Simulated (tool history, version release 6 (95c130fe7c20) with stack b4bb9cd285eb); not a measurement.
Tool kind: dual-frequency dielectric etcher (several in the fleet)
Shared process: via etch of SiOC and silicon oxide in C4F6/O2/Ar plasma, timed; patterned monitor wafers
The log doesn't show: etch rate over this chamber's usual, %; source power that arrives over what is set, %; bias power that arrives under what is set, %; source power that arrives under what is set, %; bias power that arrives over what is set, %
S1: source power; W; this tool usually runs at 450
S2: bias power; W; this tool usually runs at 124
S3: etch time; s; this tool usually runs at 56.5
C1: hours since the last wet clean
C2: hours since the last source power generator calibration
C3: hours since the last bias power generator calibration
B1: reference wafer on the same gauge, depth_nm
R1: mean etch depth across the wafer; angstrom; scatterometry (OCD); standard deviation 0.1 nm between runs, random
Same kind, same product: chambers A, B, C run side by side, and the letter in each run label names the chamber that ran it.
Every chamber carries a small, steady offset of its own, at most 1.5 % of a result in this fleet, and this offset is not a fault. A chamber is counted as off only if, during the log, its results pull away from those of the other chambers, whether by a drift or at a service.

run 1C day=0.171 | S1=450 S2=124 S3=56.5 | C1=341.9 C2=313.3 C3=3131.1 | B1=52.903 | R1=594.61
run 2B day=0.279 | S1=450 S2=124 S3=56.5 | C1=65.7 C2=1854.5 C3=750.2 | B1=52.901 | R1=589.98
run 3A day=0.450 | S1=450 S2=124 S3=56.5 | C1=185.0 C2=287.3 C3=812.9 | B1=52.925 | R1=590.52
run 4B day=0.550 | S1=450 S2=124 S3=56.5 | C1=72.2 C2=1861.0 C3=756.7 | B1=52.905 | R1=590.16
run 5C day=0.638 | S1=450 S2=124 S3=56.5 | C1=353.1 C2=324.5 C3=3142.3 | B1=52.922 | R1=595.66
run 6A day=0.788 | S1=450 S2=124 S3=56.5 | C1=193.1 C2=295.4 C3=821.0 | B1=52.950 | R1=591.42
run 7C day=0.912 | S1=450 S2=124 S3=56.5 | C1=359.7 C2=331.1 C3=3148.9 | B1=52.964 | R1=595.19
run 8A day=1.096 | S1=450 S2=124 S3=56.5 | C1=200.5 C2=302.8 C3=828.4 | B1=52.954 | R1=591.52
run 9B day=1.267 | S1=450 S2=124 S3=56.5 | C1=89.4 C2=1878.2 C3=773.9 | B1=52.982 | R1=588.25
run 10A day=1.404 | S1=450 S2=103 S3=44.0 | C1=207.9 C2=310.2 C3=835.8 | B1=53.010 | R1=436.76
run 11B day=1.525 | S1=450 S2=103 S3=44.0 | C1=95.6 C2=1884.4 C3=780.1 | B1=52.983 | R1=435.94
run 12C day=1.700 | S1=450 S2=103 S3=44.0 | C1=378.6 C2=350.0 C3=3167.8 | B1=52.995 | R1=439.48
run 13C day=1.862 | S1=450 S2=124 S3=56.5 | C1=382.5 C2=353.9 C3=3171.7 | B1=53.022 | R1=597.84
-- day=1.946 chamber C: wet clean of the chamber
run 14B day=2.000 | S1=450 S2=124 S3=56.5 | C1=107.0 C2=1895.8 C3=791.5 | B1=53.013 | R1=592.06
run 15A day=2.100 | S1=450 S2=124 S3=56.5 | C1=224.6 C2=326.9 C3=852.5 | B1=53.063 | R1=591.82
run 16A day=2.254 | S1=450 S2=124 S3=56.5 | C1=228.3 C2=330.6 C3=856.2 | B1=53.027 | R1=591.26
run 17C day=2.392 | S1=450 S2=124 S3=56.5 | C1=10.7 C2=366.6 C3=3184.4 | B1=53.055 | R1=596.45
run 18B day=2.550 | S1=450 S2=124 S3=45.0 | C1=120.2 C2=1909.0 C3=804.7 | B1=53.049 | R1=472.32
run 19C day=2.712 | S1=450 S2=124 S3=45.0 | C1=18.4 C2=374.3 C3=3192.1 | B1=53.058 | R1=477.36
run 20A day=2.812 | S1=450 S2=124 S3=45.0 | C1=241.7 C2=344.0 C3=869.6 | B1=53.059 | R1=472.24
run 21B day=2.988 | S1=490 S2=124 S3=65.0 | C1=130.7 C2=1919.5 C3=815.2 | B1=53.074 | R1=703.72
run 22A day=3.079 | S1=490 S2=124 S3=65.0 | C1=248.1 C2=350.4 C3=876.0 | B1=53.088 | R1=702.55
run 23B day=3.262 | S1=490 S2=124 S3=65.0 | C1=137.3 C2=1926.1 C3=821.8 | B1=53.091 | R1=702.41
run 24C day=3.354 | S1=450 S2=104 S3=41.5 | C1=33.8 C2=389.7 C3=3207.5 | B1=53.098 | R1=418.67
run 25A day=3.512 | S1=450 S2=104 S3=41.5 | C1=258.5 C2=360.8 C3=886.4 | B1=53.131 | R1=414.02
run 26C day=3.629 | S1=450 S2=104 S3=41.5 | C1=40.4 C2=396.3 C3=3214.1 | B1=53.116 | R1=416.72
run 27B day=3.717 | S1=450 S2=124 S3=56.5 | C1=148.2 C2=1937.0 C3=832.7 | B1=53.134 | R1=592.70
run 28C day=3.854 | S1=450 S2=124 S3=56.5 | C1=45.8 C2=401.7 C3=3219.5 | B1=53.140 | R1=598.14
run 29B day=4.012 | S1=550 S2=124 S3=56.5 | C1=155.3 C2=1944.1 C3=839.8 | B1=53.136 | R1=640.68
run 30A day=4.138 | S1=550 S2=124 S3=56.5 | C1=273.5 C2=375.8 C3=901.4 | B1=53.137 | R1=641.81
run 31B day=4.229 | S1=550 S2=124 S3=56.5 | C1=160.5 C2=1949.3 C3=845.0 | B1=53.151 | R1=640.87
run 32C day=4.392 | S1=450 S2=124 S3=56.5 | C1=58.7 C2=414.6 C3=3232.4 | B1=53.164 | R1=597.48
run 33A day=4.504 | S1=450 S2=124 S3=56.5 | C1=282.3 C2=384.6 C3=910.2 | B1=53.180 | R1=593.07
run 34A day=4.692 | S1=450 S2=124 S3=56.5 | C1=286.8 C2=389.1 C3=914.7 | B1=53.167 | R1=592.36
run 35C day=4.879 | S1=450 S2=124 S3=56.5 | C1=70.4 C2=426.3 C3=3244.1 | B1=53.225 | R1=598.76
run 36B day=5.004 | S1=450 S2=124 S3=43.0 | C1=179.1 C2=1967.9 C3=863.6 | B1=53.198 | R1=451.74
run 37A day=5.125 | S1=450 S2=124 S3=43.0 | C1=297.2 C2=399.5 C3=925.1 | B1=53.192 | R1=451.12
run 38B day=5.225 | S1=450 S2=124 S3=43.0 | C1=184.4 C2=1973.2 C3=868.9 | B1=53.222 | R1=450.03
run 39C day=5.412 | S1=450 S2=124 S3=56.5 | C1=83.2 C2=439.1 C3=3256.9 | B1=53.241 | R1=598.53
run 40B day=5.562 | S1=450 S2=124 S3=56.5 | C1=192.5 C2=1981.3 C3=877.0 | B1=53.256 | R1=593.50
run 41A day=5.679 | S1=450 S2=124 S3=56.5 | C1=310.5 C2=412.8 C3=938.4 | B1=53.236 | R1=594.68
run 42C day=5.862 | S1=450 S2=124 S3=56.5 | C1=94.0 C2=449.9 C3=3267.7 | B1=53.246 | R1=599.25
run 43B day=5.954 | S1=450 S2=124 S3=56.5 | C1=201.9 C2=1990.7 C3=886.4 | B1=53.235 | R1=591.60
run 44C day=6.050 | S1=450 S2=124 S3=56.5 | C1=98.5 C2=454.4 C3=3272.2 | B1=53.272 | R1=599.57

Which is it: a chamber that has drifted or been left off by a service, a gauge drift common to all chambers, or only each chamber's usual small offset? If a chamber is off, name it and its likeliest cause.

None of the chambers is off. What moves is the gauge, dragging all their readings along together.
Likeliest cause: gauge reads high (%) = 0.713.
